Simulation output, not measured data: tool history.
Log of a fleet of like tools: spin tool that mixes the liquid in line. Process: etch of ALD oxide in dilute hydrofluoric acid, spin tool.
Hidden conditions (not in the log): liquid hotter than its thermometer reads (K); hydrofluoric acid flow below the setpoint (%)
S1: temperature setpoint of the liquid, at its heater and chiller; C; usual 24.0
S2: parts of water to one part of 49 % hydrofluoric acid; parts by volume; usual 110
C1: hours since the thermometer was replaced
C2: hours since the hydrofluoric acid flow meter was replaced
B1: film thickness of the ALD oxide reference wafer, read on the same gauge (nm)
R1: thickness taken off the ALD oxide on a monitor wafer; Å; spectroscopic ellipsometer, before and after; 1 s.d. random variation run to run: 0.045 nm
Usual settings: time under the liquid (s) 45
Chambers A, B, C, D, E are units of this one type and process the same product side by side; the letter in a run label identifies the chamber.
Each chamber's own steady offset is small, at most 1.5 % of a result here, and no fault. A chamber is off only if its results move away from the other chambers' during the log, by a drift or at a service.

Run 1E, hour 9.7: usual settings; C1 910.2; C2 1065.0; B1 79.992. Result: R1 62.785 Å.
Run 2D, hour 16.0: usual settings; C1 615.6; C2 434.3; B1 80.036. Result: R1 62.166 Å.
Run 3C, hour 23.0: usual settings; C1 485.2; C2 551.3; B1 79.987. Result: R1 62.283 Å.
Run 4A, hour 33.6: usual settings; C1 969.0; C2 349.8; B1 80.026. Result: R1 62.852 Å.
Run 5B, hour 39.2: usual settings but S1 22.5 C, time under the liquid (s) 35; C1 1109.4; C2 183.5; B1 80.004. Result: R1 45.922 Å.
Run 6B, hour 49.3: usual settings but S1 22.5 C, time under the liquid (s) 35; C1 1119.5; C2 193.6; B1 79.980. Result: R1 45.137 Å.
Run 7E, hour 60.7: usual settings but S1 22.5 C, time under the liquid (s) 35; C1 961.2; C2 1116.0; B1 79.996. Result: R1 45.664 Å.
Run 8D, hour 66.3: usual settings but S1 22.5 C, time under the liquid (s) 35; C1 665.9; C2 484.6; B1 80.002. Result: R1 45.606 Å.
Run 9A, hour 74.6: usual settings but S1 22.5 C, time under the liquid (s) 35; C1 1010.0; C2 390.8; B1 80.002. Result: R1 45.709 Å.
At hour 79.6: chamber C: hydrofluoric acid flow meter replaced.
Run 10C, hour 85.9: usual settings; C1 548.1; C2 6.3; B1 79.996. Result: R1 62.294 Å.
Run 11C, hour 97.3: usual settings; C1 559.5; C2 17.7; B1 80.017. Result: R1 62.781 Å.
Run 12D, hour 105.5: usual settings; C1 705.1; C2 523.8; B1 79.976. Result: R1 63.595 Å.
Run 13A, hour 117.5: usual settings; C1 1052.9; C2 433.7; B1 79.988. Result: R1 62.172 Å.
Run 14B, hour 128.4: usual settings but S2 130 parts by volume, time under the liquid (s) 30; C1 1198.6; C2 272.7; B1 80.005. Result: R1 34.797 Å.
Run 15E, hour 139.8: usual settings but S2 130 parts by volume, time under the liquid (s) 30; C1 1040.3; C2 1195.1; B1 80.010. Result: R1 34.638 Å.
Run 16C, hour 151.0: usual settings but S2 130 parts by volume, time under the liquid (s) 30; C1 613.2; C2 71.4; B1 80.005. Result: R1 34.235 Å.
Run 17E, hour 162.1: usual settings but S2 130 parts by volume, time under the liquid (s) 30; C1 1062.6; C2 1217.4; B1 80.012. Result: R1 34.652 Å.
Run 18B, hour 167.4: usual settings but S2 130 parts by volume, time under the liquid (s) 30; C1 1237.6; C2 311.7; B1 80.015. Result: R1 34.759 Å.
Run 19D, hour 175.9: usual settings; C1 775.5; C2 594.2; B1 80.006. Result: R1 63.935 Å.
Run 20A, hour 184.0: usual settings; C1 1119.4; C2 500.2; B1 80.012. Result: R1 62.637 Å.
Run 21B, hour 191.4: usual settings but S1 25.5 C, time under the liquid (s) 60; C1 1261.6; C2 335.7; B1 79.993. Result: R1 87.759 Å.
Run 22D, hour 203.4: usual settings but S1 25.5 C, time under the liquid (s) 60; C1 803.0; C2 621.7; B1 80.002. Result: R1 90.050 Å.
Run 23C, hour 208.9: usual settings but S1 25.5 C, time under the liquid (s) 60; C1 671.1; C2 129.3; B1 80.004. Result: R1 87.758 Å.
Run 24E, hour 217.3: usual settings but S1 25.5 C, time under the liquid (s) 60; C1 1117.8; C2 1272.6; B1 79.998. Result: R1 88.023 Å.
Run 25A, hour 224.2: usual settings but S1 25.5 C, time under the liquid (s) 60; C1 1159.6; C2 540.4; B1 79.997. Result: R1 88.881 Å.
Run 26A, hour 229.6: usual settings; C1 1165.0; C2 545.8; B1 80.021. Result: R1 62.502 Å.
At hour 238.6: chamber E: hydrofluoric acid flow meter replaced.
Run 27C, hour 241.1: usual settings; C1 703.3; C2 161.5; B1 79.994. Result: R1 62.784 Å.
Run 28B, hour 249.3: usual settings; C1 1319.5; C2 393.6; B1 80.001. Result: R1 63.290 Å.
Run 29E, hour 261.4: usual settings; C1 1161.9; C2 22.9; B1 80.016. Result: R1 62.136 Å.
Run 30D, hour 267.2: usual settings; C1 866.8; C2 685.5; B1 80.015. Result: R1 65.582 Å.
Run 31B, hour 276.8: usual settings; C1 1347.0; C2 421.1; B1 80.017. Result: R1 62.961 Å.
Run 32C, hour 282.3: usual settings; C1 744.5; C2 202.7; B1 80.015. Result: R1 62.405 Å.
Run 33E, hour 290.6: usual settings; C1 1191.1; C2 52.1; B1 80.013. Result: R1 63.067 Å.
Run 34A, hour 300.7: usual settings; C1 1236.1; C2 616.9; B1 80.006. Result: R1 62.401 Å.
Run 35D, hour 306.0: usual settings; C1 905.6; C2 724.3; B1 79.975. Result: R1 66.156 Å.
Run 36D, hour 316.3: usual settings; C1 915.9; C2 734.6; B1 79.980. Result: R1 65.806 Å.
Run 37B, hour 326.7: usual settings; C1 1396.9; C2 471.0; B1 79.993. Result: R1 62.186 Å.
Run 38A, hour 338.8: usual settings; C1 1274.2; C2 655.0; B1 79.993. Result: R1 62.614 Å.
Run 39C, hour 349.7: usual settings; C1 811.9; C2 270.1; B1 80.008. Result: R1 62.376 Å.

Read the log: is a single chamber off, either drifting away or since a service, is the gauge that measures every chamber drifting, or is nothing wrong beyond small per-chamber offsets? Name any odd chamber and what most likely caused it.

It is chamber D that slowly wanders off from its peers.
Most likely cause: liquid hotter than its thermometer reads (K) = 1.86.
With only this log, it may be confused with: hydrofluoric acid flow above the setpoint (%).

Below are 4 candidate recipes for chamber D's next run, each the usual settings with a change, their results shown as question marks. Which of them brings D's results back in line with what the other chambers give on the usual settings?
In line here means within this much of the mean the other chambers give on the usual settings: R1 1.600 Å
Run 40D-1, hour 358.4: usual settings but S1 23.5 C. Result: R1 ?.
Run 40D-2, hour 358.4: usual settings but S1 25.5 C. Result: R1 ?.
Run 40D-3, hour 358.4: usual settings but S1 22.5 C. Result: R1 ?.
Run 40D-4, hour 358.4: usual settings but S1 24.5 C. Result: R1 ?.

What the other chambers average on the usual settings: R1 62.388 Å
  run      R1
40D-1  65.057
40D-2  70.339
40D-3  62.520
40D-4  67.646
It is 40D-3 that realigns the chamber with its peers.
